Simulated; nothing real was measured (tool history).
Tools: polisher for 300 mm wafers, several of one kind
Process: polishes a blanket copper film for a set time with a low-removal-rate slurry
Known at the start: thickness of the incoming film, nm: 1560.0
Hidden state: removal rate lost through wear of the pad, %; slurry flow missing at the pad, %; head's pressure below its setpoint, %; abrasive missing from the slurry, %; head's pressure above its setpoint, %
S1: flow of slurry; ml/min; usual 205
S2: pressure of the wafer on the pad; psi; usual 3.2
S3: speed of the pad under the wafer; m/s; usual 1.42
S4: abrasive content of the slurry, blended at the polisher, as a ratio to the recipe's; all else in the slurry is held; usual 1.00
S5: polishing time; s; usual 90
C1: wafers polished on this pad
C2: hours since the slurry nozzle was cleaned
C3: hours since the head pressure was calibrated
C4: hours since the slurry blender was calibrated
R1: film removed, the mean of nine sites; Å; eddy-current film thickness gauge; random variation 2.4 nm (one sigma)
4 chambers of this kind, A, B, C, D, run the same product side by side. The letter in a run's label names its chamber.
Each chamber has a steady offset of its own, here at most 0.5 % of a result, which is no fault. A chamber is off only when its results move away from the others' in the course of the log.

| run | hour | S1 | S2 | S3 | S4 | S5 | C1 | C2 | C3 | C4 | R1 |
|---|---|---|---|---|---|---|---|---|---|---|---|
|  | 1.5 | chamber B: slurry nozzle cleaned |
| 1B | 4.3 | 205 | 3.2 | 1.42 | 1.00 | 90 | 230 | 2.9 | 165.4 | 80.0 | 3707.0 |
| 2A | 7.8 | 205 | 3.2 | 1.42 | 1.00 | 90 | 329 | 253.9 | 918.5 | 98.4 | 3679.6 |
| 3D | 12.6 | 205 | 3.2 | 1.42 | 1.00 | 90 | 431 | 801.7 | 217.5 | 257.8 | 3682.2 |
| 4C | 16.0 | 205 | 3.2 | 1.42 | 1.00 | 90 | 222 | 189.8 | 46.9 | 53.3 | 3687.2 |
| 5B | 19.7 | 205 | 3.2 | 1.42 | 1.00 | 90 | 419 | 18.3 | 180.8 | 95.4 | 3693.7 |
| 6A | 23.5 | 205 | 3.2 | 1.42 | 1.00 | 90 | 521 | 269.6 | 934.2 | 114.1 | 3657.5 |
| 7D | 26.9 | 205 | 3.2 | 1.42 | 1.00 | 90 | 607 | 816.0 | 231.8 | 272.1 | 3660.3 |
|  | 30.1 | chamber A: worn pad replaced by a new one |
| 8C | 31.4 | 205 | 3.2 | 1.42 | 1.00 | 90 | 411 | 205.2 | 62.3 | 68.7 | 3701.7 |
|  | 34.1 | chamber A: slurry blender recalibrated |
|  | 35.9 | chamber B: worn pad replaced by a new one |
| 9A | 35.9 | 205 | 3.2 | 1.42 | 1.00 | 90 | 72 | 282.0 | 946.6 | 1.9 | 3674.8 |
| 10C | 40.9 | 205 | 3.2 | 1.42 | 1.00 | 90 | 528 | 214.7 | 71.8 | 78.2 | 3654.0 |
| 11D | 46.8 | 205 | 3.2 | 1.42 | 1.00 | 90 | 851 | 835.9 | 251.7 | 292.0 | 3704.8 |
| 12B | 49.7 | 205 | 3.2 | 1.42 | 1.00 | 90 | 170 | 48.3 | 210.8 | 125.4 | 3726.0 |
| 13B | 54.0 | 205 | 3.2 | 1.42 | 1.00 | 90 | 223 | 52.6 | 215.1 | 129.7 | 3690.8 |
| 14A | 56.7 | 205 | 3.2 | 1.42 | 1.00 | 90 | 327 | 302.8 | 967.4 | 22.7 | 3621.0 |
| 15D | 62.2 | 205 | 3.2 | 1.42 | 1.00 | 90 | 1040 | 851.3 | 267.1 | 307.4 | 3682.7 |
| 16C | 65.2 | 205 | 3.2 | 1.42 | 1.00 | 90 | 826 | 239.0 | 96.1 | 102.5 | 3688.0 |
| 17C | 70.9 | 265 | 3.2 | 1.42 | 1.00 | 90 | 896 | 244.7 | 101.8 | 108.2 | 3788.8 |
|  | 73.4 | chamber C: worn pad replaced by a new one |
| 18D | 74.6 | 265 | 3.2 | 1.42 | 1.00 | 90 | 1192 | 863.7 | 279.5 | 319.8 | 3801.9 |
|  | 75.7 | chamber A: worn pad replaced by a new one |
|  | 76.5 | chamber D: worn pad replaced by a new one |
| 19B | 78.6 | 265 | 3.2 | 1.42 | 1.00 | 90 | 524 | 77.2 | 239.7 | 154.3 | 3802.8 |
|  | 84.2 | chamber A: head pressure recalibrated |
| 20A | 84.2 | 265 | 3.2 | 1.42 | 1.00 | 90 | 105 | 330.3 | 0.1 | 50.2 | 3610.3 |
|  | 88.1 | chamber B: worn pad replaced by a new one |
| 21A | 88.4 | 205 | 3.2 | 1.42 | 0.75 | 90 | 156 | 334.5 | 4.3 | 54.4 | 3332.0 |
| 22C | 91.7 | 205 | 3.2 | 1.42 | 0.75 | 90 | 225 | 265.5 | 122.6 | 129.0 | 3482.5 |
|  | 91.9 | chamber C: slurry nozzle cleaned |
| 23D | 97.3 | 205 | 3.2 | 1.42 | 0.75 | 90 | 255 | 886.4 | 302.2 | 342.5 | 3448.4 |
| 24B | 101.1 | 205 | 3.2 | 1.42 | 0.75 | 90 | 159 | 99.7 | 262.2 | 176.8 | 3521.9 |
| 25D | 105.0 | 205 | 3.2 | 1.42 | 1.00 | 118 | 350 | 894.1 | 309.9 | 350.2 | 4828.7 |
|  | 105.9 | chamber D: slurry blender recalibrated |
| 26B | 109.7 | 205 | 3.2 | 1.42 | 1.00 | 118 | 265 | 108.3 | 270.8 | 185.4 | 4897.3 |
| 27A | 115.3 | 205 | 3.2 | 1.42 | 1.00 | 118 | 486 | 361.4 | 31.2 | 81.3 | 4617.7 |
| 28C | 120.5 | 205 | 3.2 | 1.42 | 1.00 | 118 | 578 | 28.7 | 151.4 | 157.8 | 4908.8 |
|  | 125.0 | chamber A: worn pad replaced by a new one |
| 29B | 125.9 | 205 | 3.2 | 1.42 | 1.00 | 90 | 463 | 124.5 | 287.0 | 201.6 | 3678.3 |
| 30A | 130.6 | 205 | 3.2 | 1.86 | 1.25 | 90 | 69 | 376.7 | 46.5 | 96.6 | 4824.9 |
|  | 131.0 | chamber B: worn pad replaced by a new one |
| 31C | 134.5 | 205 | 3.2 | 1.86 | 1.25 | 90 | 750 | 42.7 | 165.4 | 171.8 | 5025.3 |
| 32D | 140.0 | 205 | 3.2 | 1.86 | 1.25 | 90 | 779 | 929.1 | 344.9 | 34.2 | 5075.4 |
| 33D | 144.0 | 205 | 3.2 | 1.86 | 1.25 | 90 | 828 | 933.1 | 348.9 | 38.2 | 5095.6 |
|  | 146.7 | chamber A: slurry blender recalibrated |
| 34C | 147.2 | 205 | 3.2 | 1.42 | 1.00 | 90 | 906 | 55.4 | 178.1 | 184.5 | 3659.5 |
| 35B | 151.2 | 205 | 3.2 | 1.42 | 1.00 | 90 | 247 | 149.8 | 312.3 | 226.9 | 3715.8 |
|  | 152.3 | chamber C: worn pad replaced by a new one |
| 36A | 155.1 | 205 | 3.2 | 1.42 | 1.00 | 90 | 369 | 401.2 | 71.0 | 8.4 | 3466.2 |
| 37C | 158.0 | 205 | 3.2 | 1.42 | 1.00 | 90 | 70 | 66.2 | 188.9 | 195.3 | 3701.2 |
| 38A | 162.1 | 205 | 3.2 | 1.42 | 1.00 | 90 | 455 | 408.2 | 78.0 | 15.4 | 3505.9 |
| 39D | 168.3 | 205 | 3.2 | 1.42 | 1.00 | 90 | 1126 | 957.4 | 373.2 | 62.5 | 3726.4 |

All 4 chambers run these settings next. Forecast each chamber's results:
| 40A | 172.8 | 205 | 3.2 | 1.42 | 1.00 | 90 |  |  |  |  | ? |
| 40B | 172.8 | 205 | 3.2 | 1.42 | 1.00 | 90 |  |  |  |  | ? |
| 40C | 172.8 | 205 | 3.2 | 1.42 | 1.00 | 90 |  |  |  |  | ? |
| 40D | 172.8 | 205 | 3.2 | 1.42 | 1.00 | 90 |  |  |  |  | ? |

| run | R1 |
|---|---|
| 40A | 3530.2 |
| 40B | 3692.8 |
| 40C | 3723.2 |
| 40D | 3703.4 |
